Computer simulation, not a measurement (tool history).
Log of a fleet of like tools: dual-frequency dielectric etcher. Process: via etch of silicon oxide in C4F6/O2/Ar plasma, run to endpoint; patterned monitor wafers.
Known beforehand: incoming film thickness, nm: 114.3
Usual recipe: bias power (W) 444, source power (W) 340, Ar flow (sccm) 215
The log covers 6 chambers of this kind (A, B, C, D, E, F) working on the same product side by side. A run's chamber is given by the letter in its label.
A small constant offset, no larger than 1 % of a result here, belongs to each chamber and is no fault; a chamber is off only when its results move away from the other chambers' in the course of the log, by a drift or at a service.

run   hour  bias power (W)  source power (W)  Ar flow (sccm)  hours since the last wet clean  hours since the last bias power generator calibration  hours since the last source power generator calibration  hours since the last Ar flow controller change  endpoint time (s)
 1F    9.7             444               340             215                           214.4                                                 2092.7                                                    373.7                                            47.6             27.027
 2D   21.5             444               340             215                           422.2                                                 1364.4                                                   4249.9                                          3094.9             27.100
 3A   27.1             444               340             215                           416.8                                                  806.6                                                   1419.0                                          2672.8             26.942
      35.4  -- chamber D: wet clean of the chamber
 4C   38.1             444               340             215                           396.1                                                 1450.3                                                   2245.9                                          1034.0             26.910
 5E   46.2             444               340             215                           157.3                                                  752.7                                                   1879.4                                          4919.9             27.142
      49.3  -- chamber A: wet clean of the chamber
 6B   56.0             444               340             215                            69.1                                                  434.8                                                   2196.1                                          3362.7             26.906
 7A   67.4             444               340             215                            18.2                                                  846.9                                                   1459.3                                          2713.1             26.875
 8C   75.9             533               340             215                           433.9                                                 1488.1                                                   2283.7                                          1071.8             25.302
 9F   85.2             533               340             215                           289.9                                                 2168.2                                                    449.2                                           123.1             25.294
10D   97.5             533               340             215                            62.1                                                 1440.4                                                   4325.9                                          3170.9             25.133
11E  103.3             533               340             215                           214.4                                                  809.8                                                   1936.5                                          4977.0             25.210
12B  110.3             533               340             215                           123.4                                                  489.1                                                   2250.4                                          3417.0             24.948
13F  121.9             533               340             215                           326.6                                                 2204.9                                                    485.9                                           159.8             25.156
14D  128.3             444               340             215                            92.9                                                 1471.2                                                   4356.7                                          3201.7             26.836
     137.5  -- chamber D: Ar flow controller replaced
15B  139.1             444               340             215                           152.2                                                  517.9                                                   2279.2                                          3445.8             27.026
16E  150.6             444               340             215                           261.7                                                  857.1                                                   1983.8                                          5024.3             27.037
     151.3  -- chamber C: wet clean of the chamber
17A  157.5             444               340             215                           108.3                                                  937.0                                                   1549.4                                          2803.2             26.952
18C  164.2             444               340             215                            13.0                                                 1576.4                                                   2372.0                                          1160.1             26.664
19F  176.7             444               340             215                           381.4                                                 2259.7                                                    540.7                                           214.6             27.032
20C  184.2             444               340             215                            33.0                                                 1596.4                                                   2392.0                                          1180.1             26.721
21A  191.5             444               340             215                           142.3                                                  971.0                                                   1583.4                                          2837.2             26.791
22D  203.9             444               340             215                           168.5                                                 1546.8                                                   4432.3                                            66.5             26.898
23E  211.8             444               340             215                           322.9                                                  918.3                                                   2045.0                                          5085.5             27.146
24B  221.1             444               340             215                           234.2                                                  599.9                                                   2361.2                                          3527.8             26.874
     226.5  -- chamber E: wet clean of the chamber
25C  233.5             444               340             215                            82.3                                                 1645.7                                                   2441.3                                          1229.4             27.038
26A  242.8             444               340             215                           193.6                                                 1022.3                                                   1634.7                                          2888.5             26.817
     251.6  -- chamber B: source power generator calibrated
27B  253.7             444               340             215                           266.8                                                  632.5                                                      2.2                                          3560.4             26.955
28F  261.2             444               340             215                           465.9                                                 2344.2                                                    625.2                                           299.1             27.167
     263.7  -- chamber D: source power generator calibrated
     268.3  -- chamber F: wet clean of the chamber
29E  273.0             444               340             215                            46.6                                                  979.5                                                   2106.2                                          5146.7             26.940
30D  284.2             444               340             215                           248.8                                                 1627.1                                                     20.5                                           146.8             26.856
31A  290.3             515               340             215                           241.1                                                 1069.8                                                   1682.2                                          2936.0             25.417
32C  301.7             515               340             215                           150.5                                                 1713.9                                                   2509.5                                          1297.6             25.656
33D  309.6             515               340             215                           274.2                                                 1652.5                                                     45.9                                           172.2             25.462
     319.3  -- chamber B: wet clean of the chamber
34F  321.3             515               340             215                            53.0                                                 2404.3                                                    685.3                                           359.2             25.381
35B  333.1             515               340             215                            13.8                                                  711.9                                                     81.6                                          3639.8             25.369
36E  341.0             515               340             215                           114.6                                                 1047.5                                                   2174.2                                          5214.7             25.728
37C  353.3             525               370             215                           202.1                                                 1765.5                                                   2561.1                                          1349.2             24.443
38A  362.7             525               370             215                           313.5                                                 1142.2                                                   1754.6                                          3008.4             24.246
39B  371.7             525               370             215                            52.4                                                  750.5                                                    120.2                                          3678.4             24.378
40E  382.8             525               370             215                           156.4                                                 1089.3                                                   2216.0                                          5256.5             24.418
41D  389.9             525               370             215                           354.5                                                 1732.8                                                    126.2                                           252.5             24.546

Read the log: is a single chamber off, either drifting away or since a service, is the gauge that measures every chamber drifting, or is nothing wrong beyond small per-chamber offsets? Name any odd chamber and what most likely caused it.

Neither any chamber nor the gauge drifts; the chambers differ only by their own small, steady offsets.

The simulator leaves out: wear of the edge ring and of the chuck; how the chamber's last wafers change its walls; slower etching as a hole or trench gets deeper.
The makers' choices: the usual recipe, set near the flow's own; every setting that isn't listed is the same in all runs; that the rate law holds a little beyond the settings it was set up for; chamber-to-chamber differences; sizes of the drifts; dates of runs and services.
